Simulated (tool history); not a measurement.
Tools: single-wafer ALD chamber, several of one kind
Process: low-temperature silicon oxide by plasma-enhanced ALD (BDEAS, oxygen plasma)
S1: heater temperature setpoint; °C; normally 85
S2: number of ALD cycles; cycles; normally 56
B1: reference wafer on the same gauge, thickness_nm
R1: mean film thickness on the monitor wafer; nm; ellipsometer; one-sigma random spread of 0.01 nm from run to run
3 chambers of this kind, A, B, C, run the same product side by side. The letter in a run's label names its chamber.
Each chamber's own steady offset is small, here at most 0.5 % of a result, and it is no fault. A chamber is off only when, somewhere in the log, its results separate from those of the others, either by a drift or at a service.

{"run": "1C", "hour": 10.3, "S1": 85, "S2": 56, "B1": 9.1225, "R1": 8.43}
{"run": "2B", "hour": 16.4, "S1": 85, "S2": 56, "B1": 9.1257, "R1": 8.4329}
{"run": "3A", "hour": 24.0, "S1": 85, "S2": 56, "B1": 9.1226, "R1": 8.4398}
{"run": "4A", "hour": 29.2, "S1": 85, "S2": 56, "B1": 9.1246, "R1": 8.4327}
{"run": "5B", "hour": 39.2, "S1": 85, "S2": 56, "B1": 9.1282, "R1": 8.4275}
{"run": "6C", "hour": 45.1, "S1": 85, "S2": 56, "B1": 9.1284, "R1": 8.4082}
{"run": "7A", "hour": 50.9, "S1": 85, "S2": 56, "B1": 9.1324, "R1": 8.4348}
{"run": "8B", "hour": 56.4, "S1": 85, "S2": 56, "B1": 9.1308, "R1": 8.4416}
{"run": "9C", "hour": 66.3, "S1": 85, "S2": 56, "B1": 9.135, "R1": 8.4103}
{"run": "10B", "hour": 76.1, "S1": 91, "S2": 56, "B1": 9.1369, "R1": 8.2611}
{"run": "11A", "hour": 84.9, "S1": 91, "S2": 56, "B1": 9.1371, "R1": 8.2723}
{"run": "12C", "hour": 95.2, "S1": 91, "S2": 56, "B1": 9.1403, "R1": 8.2379}
{"hour": 100.3, "done": "chamber C: thermocouple changed; heater temperature recalibrated"}
{"run": "13A", "hour": 101.1, "S1": 85, "S2": 56, "B1": 9.1416, "R1": 8.4555}
{"run": "14B", "hour": 107.5, "S1": 85, "S2": 56, "B1": 9.1416, "R1": 8.4513}
{"run": "15C", "hour": 112.8, "S1": 75, "S2": 67, "B1": 9.1427, "R1": 10.415}
{"run": "16C", "hour": 119.5, "S1": 75, "S2": 67, "B1": 9.1457, "R1": 10.418}
{"run": "17B", "hour": 125.8, "S1": 75, "S2": 67, "B1": 9.1443, "R1": 10.467}
{"run": "18A", "hour": 134.7, "S1": 85, "S2": 56, "B1": 9.1491, "R1": 8.4685}
{"run": "19B", "hour": 140.9, "S1": 85, "S2": 56, "B1": 9.1466, "R1": 8.4396}
{"run": "20A", "hour": 151.1, "S1": 85, "S2": 56, "B1": 9.151, "R1": 8.4716}
{"run": "21C", "hour": 156.2, "S1": 85, "S2": 56, "B1": 9.1479, "R1": 8.4158}
{"run": "22C", "hour": 161.2, "S1": 85, "S2": 56, "B1": 9.1528, "R1": 8.4452}
{"run": "23A", "hour": 166.4, "S1": 85, "S2": 56, "B1": 9.1539, "R1": 8.4585}
{"run": "24B", "hour": 172.1, "S1": 85, "S2": 56, "B1": 9.1556, "R1": 8.4636}
{"run": "25C", "hour": 181.3, "S1": 85, "S2": 56, "B1": 9.1542, "R1": 8.439}
{"run": "26A", "hour": 189.9, "S1": 98, "S2": 67, "B1": 9.1573, "R1": 9.7059}
{"run": "27B", "hour": 199.8, "S1": 98, "S2": 67, "B1": 9.1595, "R1": 9.6584}
{"run": "28A", "hour": 204.3, "S1": 98, "S2": 67, "B1": 9.1593, "R1": 9.6828}
{"run": "29B", "hour": 209.7, "S1": 74, "S2": 50, "B1": 9.1613, "R1": 7.8244}
{"run": "30C", "hour": 217.6, "S1": 74, "S2": 50, "B1": 9.1655, "R1": 7.8176}
{"run": "31C", "hour": 222.7, "S1": 74, "S2": 50, "B1": 9.1641, "R1": 7.8098}

Next, all 3 chambers run the settings below, one line each with question marks for the results. What does each chamber give?
{"run": "32A", "hour": 230.2, "S1": 85, "S2": 56, "R1": "?"}
{"run": "32B", "hour": 230.2, "S1": 85, "S2": 56, "R1": "?"}
{"run": "32C", "hour": 230.2, "S1": 85, "S2": 56, "R1": "?"}

run=32A R1=8.4812
run=32B R1=8.469
run=32C R1=8.4277

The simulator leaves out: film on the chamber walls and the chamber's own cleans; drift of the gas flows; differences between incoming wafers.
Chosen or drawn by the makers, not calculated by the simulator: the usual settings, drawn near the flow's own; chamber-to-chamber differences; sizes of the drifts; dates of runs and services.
